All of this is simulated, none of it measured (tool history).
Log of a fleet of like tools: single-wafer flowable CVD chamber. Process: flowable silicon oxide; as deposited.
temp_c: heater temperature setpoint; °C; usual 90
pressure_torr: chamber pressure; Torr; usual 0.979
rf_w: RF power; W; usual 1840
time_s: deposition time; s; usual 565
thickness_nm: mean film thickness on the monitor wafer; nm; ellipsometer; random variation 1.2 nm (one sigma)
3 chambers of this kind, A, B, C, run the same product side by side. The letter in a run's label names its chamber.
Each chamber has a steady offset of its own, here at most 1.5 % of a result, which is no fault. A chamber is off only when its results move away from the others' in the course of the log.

run	hour	temp_c	pressure_torr	rf_w	time_s	read-back reference wafer on the same gauge, thickness_nm	thickness_nm
1C	2.8	90	0.979	1840	565	722.83	608.04
2A	7.1	90	0.979	1840	565	722.97	601.04
3B	10.7	90	0.979	1840	565	723.05	613.19
4B	14.2	90	0.979	1840	565	722.9	610.76
5A	19.4	90	0.979	1840	565	723.03	601.53
6C	23.6	90	0.979	1840	565	723.13	606.73
7C	26.2	90	0.979	1840	565	723.04	607.23
8B	30.4	90	0.979	1840	565	723.44	613.34
9A	33	90	0.979	1840	565	723.13	601.03
10B	39.1	90	0.979	1840	565	723.29	613.31
11A	45	90	0.979	1840	565	723.1	601.55
12C	50.5	90	0.979	1840	565	722.93	603.66
13A	53.8	90	0.979	1840	565	723.29	601.91
14C	58.5	90	0.979	1840	565	722.99	603.98
15B	63.9	90	0.979	1840	565	722.86	614.59
16A	67.5	90	0.979	1840	565	723.15	601.84
17C	71.2	90	0.979	1840	565	723.02	608.18
18B	76.8	90	0.979	1840	565	723.23	614.09
19C	81.2	90	0.979	1840	565	723.22	607.22
20B	86.5	90	0.979	1840	469	722.98	507.98
21A	92.5	90	0.979	1840	469	723.27	498.64
22B	95.9	90	0.979	1840	469	723.06	508.98
23A	100.9	90	0.979	1840	565	722.93	602.05
24C	105.3	90	0.979	1840	565	722.56	606.55
25C	111.1	90	0.979	1840	565	723.02	605.46
26A	116.7	90	0.979	1840	565	722.93	601.69
27B	120.4	90	0.979	1840	565	723.31	613.12
28C	125.6	90	0.834	1580	565	722.96	477.35
29A	131.3	90	0.834	1580	565	722.9	469.39
30B	136.3	90	0.834	1580	565	722.74	485.08
31C	140.2	90	0.845	2045	565	722.86	516.91
32B	143.4	90	0.845	2045	565	722.84	524.46
33A	147.2	90	0.845	2045	565	722.88	514.14
34C	150.1	90	0.979	1840	565	722.77	606.39

What goes on in this fleet: one chamber off, a drifting gauge, or nothing beyond the chambers' own small offsets? Name the chamber and the cause, if any.

No chamber stands off beyond its own small offset, and the gauge holds steady.
